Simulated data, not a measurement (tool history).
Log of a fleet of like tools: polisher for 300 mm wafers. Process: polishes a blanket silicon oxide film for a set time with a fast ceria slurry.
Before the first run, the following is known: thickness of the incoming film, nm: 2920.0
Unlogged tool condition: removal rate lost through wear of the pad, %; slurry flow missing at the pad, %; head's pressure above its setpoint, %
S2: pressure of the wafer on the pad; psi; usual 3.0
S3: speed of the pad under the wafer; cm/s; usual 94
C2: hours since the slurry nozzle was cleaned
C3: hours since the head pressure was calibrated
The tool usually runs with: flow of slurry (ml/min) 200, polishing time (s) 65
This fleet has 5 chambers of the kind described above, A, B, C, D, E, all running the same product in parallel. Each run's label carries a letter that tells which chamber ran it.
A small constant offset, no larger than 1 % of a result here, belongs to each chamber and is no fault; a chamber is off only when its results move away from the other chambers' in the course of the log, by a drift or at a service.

{"hour": 2.0, "done": "chamber D: slurry nozzle cleaned"}
{"run": "1E", "hour": 6.7, "flow of slurry (ml/min)": 200, "S2": 3.0, "S3": 94, "polishing time (s)": 65, "wafers polished on this pad": 549, "C2": 52.4, "C3": 207.2, "film removed (angstrom)": 11240}
{"run": "2B", "hour": 10.4, "flow of slurry (ml/min)": 200, "S2": 3.0, "S3": 94, "polishing time (s)": 65, "wafers polished on this pad": 268, "C2": 166.6, "C3": 130.6, "film removed (angstrom)": 11108}
{"run": "3C", "hour": 14.5, "flow of slurry (ml/min)": 200, "S2": 3.0, "S3": 94, "polishing time (s)": 65, "wafers polished on this pad": 729, "C2": 295.4, "C3": 185.7, "film removed (angstrom)": 10936}
{"hour": 19.0, "done": "chamber C: worn pad replaced by a new one"}
{"run": "4A", "hour": 20.0, "flow of slurry (ml/min)": 200, "S2": 3.0, "S3": 94, "polishing time (s)": 65, "wafers polished on this pad": 594, "C2": 113.3, "C3": 914.4, "film removed (angstrom)": 11115}
{"run": "5D", "hour": 27.2, "flow of slurry (ml/min)": 200, "S2": 3.0, "S3": 94, "polishing time (s)": 65, "wafers polished on this pad": 301, "C2": 25.2, "C3": 501.2, "film removed (angstrom)": 11056}
{"run": "6B", "hour": 31.5, "flow of slurry (ml/min)": 200, "S2": 3.0, "S3": 94, "polishing time (s)": 65, "wafers polished on this pad": 449, "C2": 187.7, "C3": 151.7, "film removed (angstrom)": 11294}
{"run": "7E", "hour": 36.2, "flow of slurry (ml/min)": 200, "S2": 3.0, "S3": 94, "polishing time (s)": 65, "wafers polished on this pad": 803, "C2": 81.9, "C3": 236.7, "film removed (angstrom)": 11223}
{"run": "8D", "hour": 44.0, "flow of slurry (ml/min)": 200, "S2": 3.0, "S3": 94, "polishing time (s)": 65, "wafers polished on this pad": 446, "C2": 42.0, "C3": 518.0, "film removed (angstrom)": 11187}
{"hour": 46.8, "done": "chamber E: worn pad replaced by a new one"}
{"run": "9C", "hour": 48.1, "flow of slurry (ml/min)": 200, "S2": 3.0, "S3": 94, "polishing time (s)": 65, "wafers polished on this pad": 251, "C2": 329.0, "C3": 219.3, "film removed (angstrom)": 11090}
{"run": "10A", "hour": 51.9, "flow of slurry (ml/min)": 200, "S2": 3.0, "S3": 94, "polishing time (s)": 65, "wafers polished on this pad": 869, "C2": 145.2, "C3": 946.3, "film removed (angstrom)": 11081}
{"run": "11D", "hour": 55.4, "flow of slurry (ml/min)": 200, "S2": 3.4, "S3": 94, "polishing time (s)": 83, "wafers polished on this pad": 544, "C2": 53.4, "C3": 529.4, "film removed (angstrom)": 15911}
{"hour": 60.1, "done": "chamber D: worn pad replaced by a new one"}
{"hour": 63.3, "done": "chamber C: slurry nozzle cleaned"}
{"run": "12B", "hour": 63.3, "flow of slurry (ml/min)": 200, "S2": 3.4, "S3": 94, "polishing time (s)": 83, "wafers polished on this pad": 723, "C2": 219.5, "C3": 183.5, "film removed (angstrom)": 16230}
{"hour": 65.5, "done": "chamber D: head pressure recalibrated"}
{"run": "13E", "hour": 70.0, "flow of slurry (ml/min)": 200, "S2": 3.4, "S3": 94, "polishing time (s)": 83, "wafers polished on this pad": 200, "C2": 115.7, "C3": 270.5, "film removed (angstrom)": 16238}
{"run": "14C", "hour": 78.0, "flow of slurry (ml/min)": 200, "S2": 3.4, "S3": 94, "polishing time (s)": 83, "wafers polished on this pad": 508, "C2": 14.8, "C3": 249.2, "film removed (angstrom)": 15802}
{"hour": 81.4, "done": "chamber A: worn pad replaced by a new one"}
{"hour": 82.2, "done": "chamber B: worn pad replaced by a new one"}
{"run": "15A", "hour": 82.9, "flow of slurry (ml/min)": 200, "S2": 3.4, "S3": 94, "polishing time (s)": 83, "wafers polished on this pad": 13, "C2": 176.2, "C3": 977.3, "film removed (angstrom)": 16195}
{"run": "16D", "hour": 86.7, "flow of slurry (ml/min)": 200, "S2": 3.8, "S3": 94, "polishing time (s)": 65, "wafers polished on this pad": 229, "C2": 84.7, "C3": 21.2, "film removed (angstrom)": 15061}
{"run": "17C", "hour": 92.6, "flow of slurry (ml/min)": 200, "S2": 3.8, "S3": 94, "polishing time (s)": 65, "wafers polished on this pad": 634, "C2": 29.4, "C3": 263.8, "film removed (angstrom)": 13906}
{"run": "18B", "hour": 96.4, "flow of slurry (ml/min)": 200, "S2": 3.8, "S3": 94, "polishing time (s)": 65, "wafers polished on this pad": 122, "C2": 252.6, "C3": 216.6, "film removed (angstrom)": 14047}
{"run": "19E", "hour": 101.0, "flow of slurry (ml/min)": 200, "S2": 3.8, "S3": 94, "polishing time (s)": 65, "wafers polished on this pad": 467, "C2": 146.7, "C3": 301.5, "film removed (angstrom)": 14045}
{"run": "20A", "hour": 108.5, "flow of slurry (ml/min)": 200, "S2": 3.8, "S3": 94, "polishing time (s)": 65, "wafers polished on this pad": 233, "C2": 201.8, "C3": 1002.9, "film removed (angstrom)": 13850}
{"hour": 112.7, "done": "chamber C: worn pad replaced by a new one"}
{"run": "21B", "hour": 115.2, "flow of slurry (ml/min)": 200, "S2": 3.0, "S3": 94, "polishing time (s)": 65, "wafers polished on this pad": 284, "C2": 271.4, "C3": 235.4, "film removed (angstrom)": 10928}
{"run": "22E", "hour": 119.5, "flow of slurry (ml/min)": 200, "S2": 3.0, "S3": 94, "polishing time (s)": 65, "wafers polished on this pad": 626, "C2": 165.2, "C3": 320.0, "film removed (angstrom)": 11051}
{"run": "23D", "hour": 124.6, "flow of slurry (ml/min)": 200, "S2": 3.0, "S3": 94, "polishing time (s)": 65, "wafers polished on this pad": 555, "C2": 122.6, "C3": 59.1, "film removed (angstrom)": 11711}
{"run": "24C", "hour": 129.1, "flow of slurry (ml/min)": 200, "S2": 3.0, "S3": 94, "polishing time (s)": 65, "wafers polished on this pad": 141, "C2": 65.9, "C3": 300.3, "film removed (angstrom)": 10984}
{"hour": 131.0, "done": "chamber D: worn pad replaced by a new one"}
{"run": "25A", "hour": 134.8, "flow of slurry (ml/min)": 200, "S2": 3.0, "S3": 94, "polishing time (s)": 65, "wafers polished on this pad": 460, "C2": 228.1, "C3": 1029.2, "film removed (angstrom)": 11239}
{"run": "26E", "hour": 142.0, "flow of slurry (ml/min)": 200, "S2": 3.4, "S3": 94, "polishing time (s)": 58, "wafers polished on this pad": 819, "C2": 187.7, "C3": 342.5, "film removed (angstrom)": 11508}
{"run": "27A", "hour": 149.1, "flow of slurry (ml/min)": 200, "S2": 3.4, "S3": 94, "polishing time (s)": 58, "wafers polished on this pad": 583, "C2": 242.4, "C3": 1043.5, "film removed (angstrom)": 11211}
{"run": "28D", "hour": 153.4, "flow of slurry (ml/min)": 200, "S2": 3.4, "S3": 94, "polishing time (s)": 58, "wafers polished on this pad": 193, "C2": 151.4, "C3": 87.9, "film removed (angstrom)": 11943}
{"run": "29C", "hour": 158.5, "flow of slurry (ml/min)": 200, "S2": 3.4, "S3": 94, "polishing time (s)": 58, "wafers polished on this pad": 394, "C2": 95.3, "C3": 329.7, "film removed (angstrom)": 11304}
{"hour": 159.5, "done": "chamber E: worn pad replaced by a new one"}
{"run": "30B", "hour": 162.5, "flow of slurry (ml/min)": 200, "S2": 3.4, "S3": 94, "polishing time (s)": 58, "wafers polished on this pad": 691, "C2": 318.7, "C3": 282.7, "film removed (angstrom)": 11265}
{"run": "31B", "hour": 166.1, "flow of slurry (ml/min)": 200, "S2": 3.0, "S3": 94, "polishing time (s)": 65, "wafers polished on this pad": 722, "C2": 322.3, "C3": 286.3, "film removed (angstrom)": 10952}
{"run": "32C", "hour": 173.6, "flow of slurry (ml/min)": 200, "S2": 3.0, "S3": 94, "polishing time (s)": 65, "wafers polished on this pad": 524, "C2": 110.4, "C3": 344.8, "film removed (angstrom)": 10899}
{"run": "33A", "hour": 181.0, "flow of slurry (ml/min)": 200, "S2": 3.0, "S3": 94, "polishing time (s)": 65, "wafers polished on this pad": 857, "C2": 274.3, "C3": 1075.4, "film removed (angstrom)": 10993}
{"run": "34E", "hour": 187.0, "flow of slurry (ml/min)": 200, "S2": 3.0, "S3": 94, "polishing time (s)": 65, "wafers polished on this pad": 237, "C2": 232.7, "C3": 387.5, "film removed (angstrom)": 11148}
{"run": "35D", "hour": 191.8, "flow of slurry (ml/min)": 200, "S2": 3.0, "S3": 94, "polishing time (s)": 65, "wafers polished on this pad": 523, "C2": 189.8, "C3": 126.3, "film removed (angstrom)": 11570}

What goes on in this fleet: one chamber off, a drifting gauge, or nothing beyond the chambers' own small offsets? Name the chamber and the cause, if any.

Chamber D has stood off from the others ever since a service on it.
What lies behind it: head's pressure above its setpoint, % = 6.56.

Chamber D could run next with any of the 4 candidate recipes listed below; each alters the usual settings, and their results appear as question marks. Which one brings its results back in line with what the other chambers deliver on the usual settings?
A result is in line if it is within this distance of the other chambers' mean on the usual settings: film removed (angstrom) 330
{"run": "36D-1", "hour": 197.6, "flow of slurry (ml/min)": 200, "S2": 3.0, "S3": 96, "polishing time (s)": 67, "film removed (angstrom)": "?"}
{"run": "36D-2", "hour": 197.6, "flow of slurry (ml/min)": 200, "S2": 2.9, "S3": 92, "polishing time (s)": 64, "film removed (angstrom)": "?"}
{"run": "36D-3", "hour": 197.6, "flow of slurry (ml/min)": 200, "S2": 3.1, "S3": 98, "polishing time (s)": 68, "film removed (angstrom)": "?"}
{"run": "36D-4", "hour": 197.6, "flow of slurry (ml/min)": 195, "S2": 2.7, "S3": 94, "polishing time (s)": 65, "film removed (angstrom)": "?"}

Mean of the other chambers on the usual settings: film removed (angstrom) 11109
run=36D-1 film_removed_(angstrom)=12336
run=36D-2 film_removed_(angstrom)=10921
run=36D-3 film_removed_(angstrom)=13205
run=36D-4 film_removed_(angstrom)=10506
The right change is 36D-2: it brings the chamber back within the allowed miss of the others.

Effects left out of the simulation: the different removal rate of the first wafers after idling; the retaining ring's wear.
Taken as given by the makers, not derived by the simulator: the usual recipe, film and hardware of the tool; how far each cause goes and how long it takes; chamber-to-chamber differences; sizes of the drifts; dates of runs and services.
